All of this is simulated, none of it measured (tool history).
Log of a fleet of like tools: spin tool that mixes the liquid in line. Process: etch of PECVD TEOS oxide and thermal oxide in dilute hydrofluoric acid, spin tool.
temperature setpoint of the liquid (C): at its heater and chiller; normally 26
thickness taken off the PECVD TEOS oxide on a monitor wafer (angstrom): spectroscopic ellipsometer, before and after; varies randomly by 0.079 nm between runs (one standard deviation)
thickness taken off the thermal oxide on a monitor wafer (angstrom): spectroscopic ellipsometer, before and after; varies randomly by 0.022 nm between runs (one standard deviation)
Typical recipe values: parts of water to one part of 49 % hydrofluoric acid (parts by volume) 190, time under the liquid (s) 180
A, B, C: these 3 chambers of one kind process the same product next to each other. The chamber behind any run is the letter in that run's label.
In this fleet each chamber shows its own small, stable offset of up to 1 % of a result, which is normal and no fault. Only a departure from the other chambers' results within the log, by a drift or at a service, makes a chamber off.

run,hour,temperature setpoint of the liquid (C),parts of water to one part of 49 % hydrofluoric acid (parts by volume),time under the liquid (s),hours since the thermometer was replaced,hours since the hydrofluoric acid flow meter was replaced,"read-back film thickness of the PECVD TEOS oxide reference wafer, read on the same gauge (nm)","read-back film thickness of the thermal oxide reference wafer, read on the same gauge (nm)",thickness taken off the PECVD TEOS oxide on a monitor wafer (angstrom),thickness taken off the thermal oxide on a monitor wafer (angstrom)
1B,15.9,26,190,180,154.5,322,69.984,130.03,116.41,44.92
2A,31.5,26,190,180,1012.4,291.2,69.965,130.03,115.68,44.299
3C,47.6,26,190,180,1275.5,218.8,69.978,129.98,116.11,44.772
4C,61.4,26,190,180,1289.3,232.6,70.007,130.03,115.45,44.803
5B,72.8,24.5,140,180,211.4,378.9,70.029,129.97,156.66,61.126
6A,80.9,24.5,140,180,1061.8,340.6,69.98,130.03,158.57,60.456
7C,96.4,24.5,140,180,1324.3,267.6,69.992,130.02,156.2,61.53
8A,107.7,26,190,180,1088.6,367.4,70.027,130.02,115.18,44.465
9B,117.2,26,190,180,255.8,423.3,70.036,130.01,116.75,44.552
10C,133.5,26,190,180,1361.4,304.7,70.037,129.98,115,44.724
11B,144.8,26,190,180,283.4,450.9,70.037,130,115.86,44.91
12A,161.1,22,275,180,1142,420.8,70.026,129.97,63.571,24.531
13B,168.5,22,275,180,307.1,474.6,70.005,129.99,64.535,24.71
14A,182.9,22,275,180,1163.8,442.6,70.013,129.97,62.855,24.486
15C,196.9,26,190,180,1424.8,368.1,69.999,130,113.4,44.82
16C,205.8,26,190,180,1433.7,377,69.999,130.04,114.23,44.774
17B,215.3,26,105,180,353.9,521.4,69.982,130.02,228.85,89.431
18A,225.7,26,105,180,1206.6,485.4,70.024,130.02,234.05,88.595
19C,239.3,26,105,180,1467.2,410.5,70.001,130,231.64,89.94
20B,248.6,26,190,180,387.2,554.7,70.002,129.97,116.88,44.991
21A,263.1,26,190,180,1244,522.8,69.942,129.98,116.17,44.472
22B,271.3,26,190,180,409.9,577.4,70.013,130,116.62,44.602
23A,281.2,26,120,180,1262.1,540.9,69.973,130.01,200.41,77.405
24C,294.4,26,120,180,1522.3,465.6,69.97,130,200.96,77.053
25B,301.5,26,120,180,440.1,607.6,69.978,129.99,196.56,76.171
26C,314.5,26,190,180,1542.4,485.7,69.952,129.95,114.95,45.239
27A,330.6,26,190,180,1311.5,590.3,70.035,130.01,117.15,44.887
28C,343.8,26,190,180,1571.7,515,69.963,130.02,114.25,44.857
29B,352.6,26,190,180,491.2,658.7,69.966,130.03,116.43,45.005
30A,361.3,26,190,180,1342.2,621,70.007,129.93,116.42,44.976
31A,377.1,26,190,180,1358,636.8,70.004,129.98,114.52,44.679
32B,384.6,26,190,180,523.2,690.7,70.037,129.93,115.84,44.884
33C,393.2,26,275,180,1621.1,564.4,69.994,130.01,72.863,28.173
34A,400.3,26,275,180,1381.2,660,70.012,130.03,73.146,27.963
# hour 407.4: chamber B: thermometer replaced
35C,409.3,26,275,180,1637.2,580.5,69.994,130,72.042,28.428
36B,418.6,26,265,180,11.2,724.7,70.017,130.06,76.758,29.844
37A,430.4,26,265,180,1411.3,690.1,69.962,129.99,77.797,29.387
38C,443.3,26,265,180,1671.2,614.5,70.046,130,75.739,29.753
39B,459.4,26,190,180,52,765.5,69.984,130.01,115.51,45.011
40C,474.5,26,190,180,1702.4,645.7,69.999,129.96,115.44,44.804
41A,488.7,26,275,180,1469.6,748.4,70.001,129.98,73.712,28.239
42B,501,26,275,180,93.6,807.1,69.99,130.01,74.429,28.554

One chamber off, gauge drift, or nothing amiss beyond the chambers' own small offsets? If it is a chamber, which one, and what is the likeliest cause?

Nothing is wrong: each chamber keeps only its own small, steady offset and the gauge holds still.

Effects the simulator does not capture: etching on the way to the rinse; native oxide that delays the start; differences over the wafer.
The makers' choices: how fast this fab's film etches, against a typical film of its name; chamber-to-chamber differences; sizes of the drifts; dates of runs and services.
